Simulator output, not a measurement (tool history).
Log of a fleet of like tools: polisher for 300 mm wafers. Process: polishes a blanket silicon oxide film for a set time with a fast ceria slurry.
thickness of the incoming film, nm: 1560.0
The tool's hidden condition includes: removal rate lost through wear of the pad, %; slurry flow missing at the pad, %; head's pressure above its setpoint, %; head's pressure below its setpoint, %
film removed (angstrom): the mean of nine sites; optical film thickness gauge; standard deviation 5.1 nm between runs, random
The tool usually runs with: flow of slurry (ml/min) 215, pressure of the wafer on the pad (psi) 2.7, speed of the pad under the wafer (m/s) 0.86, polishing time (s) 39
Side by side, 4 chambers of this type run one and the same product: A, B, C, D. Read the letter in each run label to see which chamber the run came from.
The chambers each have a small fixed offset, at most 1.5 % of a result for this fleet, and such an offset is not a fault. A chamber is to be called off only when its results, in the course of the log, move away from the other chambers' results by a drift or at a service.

run,hour,flow of slurry (ml/min),pressure of the wafer on the pad (psi),speed of the pad under the wafer (m/s),polishing time (s),wafers polished on this pad,hours since the slurry nozzle was cleaned,hours since the head pressure was calibrated,film removed (angstrom)
1B,3.6,215,2.7,0.86,39,908,234.6,178.3,4509.6
2D,6.6,215,2.7,0.86,39,95,411.3,125.6,4794.1
3A,10.2,215,2.7,0.86,39,208,265.8,402.4,4644.4
4C,14.3,215,2.7,0.86,39,218,169.6,361.6,4681.5
# hour 17.7: chamber B: worn pad replaced by a new one
5C,18.5,215,2.7,0.86,39,260,173.8,365.8,4691.9
6A,22.7,215,2.7,0.86,39,332,278.3,414.9,4694.3
7B,26.8,215,2.7,0.86,39,91,257.8,201.5,4667.2
8D,30.9,215,2.1,0.86,52,337,435.6,149.9,4832.9
9A,34.3,215,2.1,0.86,52,448,289.9,426.5,4888.5
10D,37.1,215,2.1,0.86,52,399,441.8,156.1,4741.9
11B,39.7,215,2.1,0.86,52,220,270.7,214.4,4785
12C,41.6,215,2.7,0.86,39,490,196.9,388.9,4661.6
13C,44.8,215,2.7,0.86,39,522,200.1,392.1,4685.5
14B,47.3,215,2.7,0.86,39,295,278.3,222,4564.6
15A,50.3,215,2.7,0.86,39,608,305.9,442.5,4634.6
16D,52.8,215,2.7,0.86,39,555,457.5,171.8,4622.8
17C,54.9,215,2.7,0.86,39,623,210.2,402.2,4741.4
# hour 57.9: chamber A: slurry nozzle cleaned
18D,58.6,215,2.7,0.86,39,613,463.3,177.6,4669.1
# hour 60: chamber D: worn pad replaced by a new one
19B,60.4,215,2.7,0.86,39,426,291.4,235.1,4622.2
20A,63.1,215,2.7,0.86,39,735,5.2,455.3,4677.2
21B,65.7,215,2.7,0.86,39,479,296.7,240.4,4570.9
# hour 67.1: chamber A: worn pad replaced by a new one
22D,68.3,215,2.7,0.86,39,82,473,187.3,4684.9
23A,72.3,215,2.7,0.86,39,52,14.4,464.5,4723.2
24C,76.1,215,2.7,0.86,39,834,231.4,423.4,4708.7
25A,79.3,160,2.7,0.86,39,122,21.4,471.5,4547.1
26C,82.7,160,2.7,0.86,39,900,238,430,4469.8
27D,85.9,160,2.7,0.86,39,258,490.6,204.9,4553.6
28B,88.2,160,2.7,0.86,39,703,319.2,262.9,4221.2
29C,90.9,215,2.7,0.86,39,982,246.2,438.2,4594.6
30B,94.7,215,2.7,0.86,39,768,325.7,269.4,4427.7
31A,97.6,215,2.7,0.86,39,304,39.7,489.8,4704.6
32D,100.7,160,2.7,1.1,39,406,505.4,219.7,5765.2
33D,104.1,160,2.7,1.1,39,439,508.8,223.1,5611.6
34C,108.2,160,2.7,1.1,39,1154,263.5,455.5,5765
35B,110.8,160,2.7,1.1,39,929,341.8,285.5,5183.3

Next, all 4 chambers run the settings below, one line each with question marks for the results. What does each chamber give?
36A,113.8,215,2.7,0.86,39,,,,?
36B,113.8,215,2.7,0.86,39,,,,?
36C,113.8,215,2.7,0.86,39,,,,?
36D,113.8,215,2.7,0.86,39,,,,?

run,film removed (angstrom)
36A,4653.6
36B,4232.7
36C,4705
36D,4694.9

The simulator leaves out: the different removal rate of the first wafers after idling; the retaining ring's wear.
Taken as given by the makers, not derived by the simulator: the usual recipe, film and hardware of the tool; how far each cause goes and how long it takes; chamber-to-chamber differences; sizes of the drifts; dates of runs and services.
